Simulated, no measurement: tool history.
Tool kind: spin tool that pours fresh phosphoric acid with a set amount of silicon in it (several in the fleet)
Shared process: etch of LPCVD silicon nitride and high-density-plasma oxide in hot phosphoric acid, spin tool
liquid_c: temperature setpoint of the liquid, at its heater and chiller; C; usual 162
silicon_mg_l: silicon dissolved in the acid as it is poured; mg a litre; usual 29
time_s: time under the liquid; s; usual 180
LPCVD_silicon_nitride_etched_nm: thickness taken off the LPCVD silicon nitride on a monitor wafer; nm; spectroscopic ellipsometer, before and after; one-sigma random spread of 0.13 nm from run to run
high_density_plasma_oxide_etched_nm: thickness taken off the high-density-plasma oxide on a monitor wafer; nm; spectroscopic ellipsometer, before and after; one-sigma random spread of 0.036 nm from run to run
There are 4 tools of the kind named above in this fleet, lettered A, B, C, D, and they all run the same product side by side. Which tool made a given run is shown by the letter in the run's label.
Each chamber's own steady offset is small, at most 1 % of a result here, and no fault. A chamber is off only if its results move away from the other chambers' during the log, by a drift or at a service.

run,day,liquid_c,silicon_mg_l,time_s,"read-back film thickness of the LPCVD silicon nitride reference wafer, read on the same gauge (nm)","read-back film thickness of the high-density-plasma oxide reference wafer, read on the same gauge (nm)",LPCVD_silicon_nitride_etched_nm,high_density_plasma_oxide_etched_nm
1A,0.425,162,29,180,59.999,59.993,18.366,0.53721
2D,0.771,162,29,180,59.993,59.992,18.379,0.46066
3C,1.096,162,29,180,59.992,59.997,18.309,0.51315
4B,1.567,162,29,180,60.024,60.033,18.697,0.56864
5A,2.088,162,29,180,59.946,59.981,18.697,0.52721
6C,2.508,162,29,180,59.996,59.998,18.205,0.50344
7B,3.071,162,29,180,60.031,60.025,18.698,0.53068
8D,3.538,162,29,180,60.02,60.02,18.544,0.52894
9D,3.946,162,8,90,60.02,59.981,9.2437,0.4047
# day 4.442: chamber D: thermometer replaced
10A,4.45,162,8,90,60.003,60.002,9.2988,0.46341
11B,5.012,162,8,90,59.95,60.008,9.2243,0.45199
12C,5.588,162,8,90,60.028,59.994,9.1629,0.50654
13B,6.017,160.5,50,180,60.004,59.987,17.264,0.1682
14D,6.608,160.5,50,180,59.985,60.008,17.799,0.20888
15A,7.062,160.5,50,180,59.949,60.012,17.595,0.19011
16C,7.608,160.5,50,180,59.986,60.009,17.621,0.20287
17C,7.908,162,29,180,60.032,59.993,18.636,0.58403
18D,8.233,162,29,180,59.974,59.996,18.559,0.50849
19B,8.858,162,15,180,59.944,60.037,18.087,0.86513
20A,9.183,162,15,180,60.047,60.009,18.631,0.87472
# day 9.521: chamber D: heated supply line repaired
21A,9.533,162,15,180,60.026,60.002,18.437,0.86803
22D,10.142,162,15,180,59.956,60.003,18.612,0.86862
23C,10.621,162,29,180,59.99,59.993,18.507,0.53735
24B,11.012,162,29,180,59.997,60.008,17.56,0.48086
25D,11.388,162,29,180,60.012,60.007,18.644,0.52345
26B,11.896,162,29,180,59.969,59.998,17.406,0.42627
27A,12.204,162,29,180,59.988,59.992,18.555,0.55009
28C,12.483,162,29,180,60.005,60.002,18.654,0.51999
29D,12.9,162,29,180,60.021,60.004,18.692,0.55817
30B,13.271,162,29,180,59.998,60.022,17.339,0.47573
31C,13.733,162,29,180,59.977,59.994,18.485,0.56823
32A,14.308,162,29,180,60.011,60.001,18.66,0.58273
33C,14.85,162,29,180,60.019,60.004,18.438,0.51961
34B,15.342,162,29,180,60.054,60.008,17.139,0.40707
# day 15.783: chamber A: thermometer replaced
35D,15.888,162,29,180,59.966,60.019,18.674,0.46808
36A,16.221,162,29,180,59.984,59.997,18.745,0.55795

Read the log: is a single chamber off, either drifting away or since a service, is the gauge that measures every chamber drifting, or is nothing wrong beyond small per-chamber offsets? Name any odd chamber and what most likely caused it.

Chamber B drifts away from the others.
Cause: temperature lost on the way to the wafer (K) = 2.91.
It could be hard to tell apart here from: liquid colder than its thermometer reads (K).

Below are 4 candidate recipes for chamber B's next run, each the usual settings with a change, their results shown as question marks. Which of them brings B's results back in line with what the other chambers give on the usual settings?
Counts as in line when no further than this from what the other chambers average on the usual settings: LPCVD_silicon_nitride_etched_nm 0.46 nm; high_density_plasma_oxide_etched_nm 0.12 nm
37B-1,16.679,162,34.5,150,,,?,?
37B-2,16.679,162,32,165,,,?,?
37B-3,16.679,162.5,22,215,,,?,?
37B-4,16.679,162,26,195,,,?,?

Mean of the other chambers on the usual settings: LPCVD_silicon_nitride_etched_nm 18.52 nm; high_density_plasma_oxide_etched_nm 0.52171 nm
run,LPCVD_silicon_nitride_etched_nm,high_density_plasma_oxide_etched_nm
37B-1,14.11,0.28924
37B-2,15.521,0.35523
37B-3,20.568,0.68718
37B-4,18.343,0.52933
It is 37B-4 that realigns the chamber with its peers.

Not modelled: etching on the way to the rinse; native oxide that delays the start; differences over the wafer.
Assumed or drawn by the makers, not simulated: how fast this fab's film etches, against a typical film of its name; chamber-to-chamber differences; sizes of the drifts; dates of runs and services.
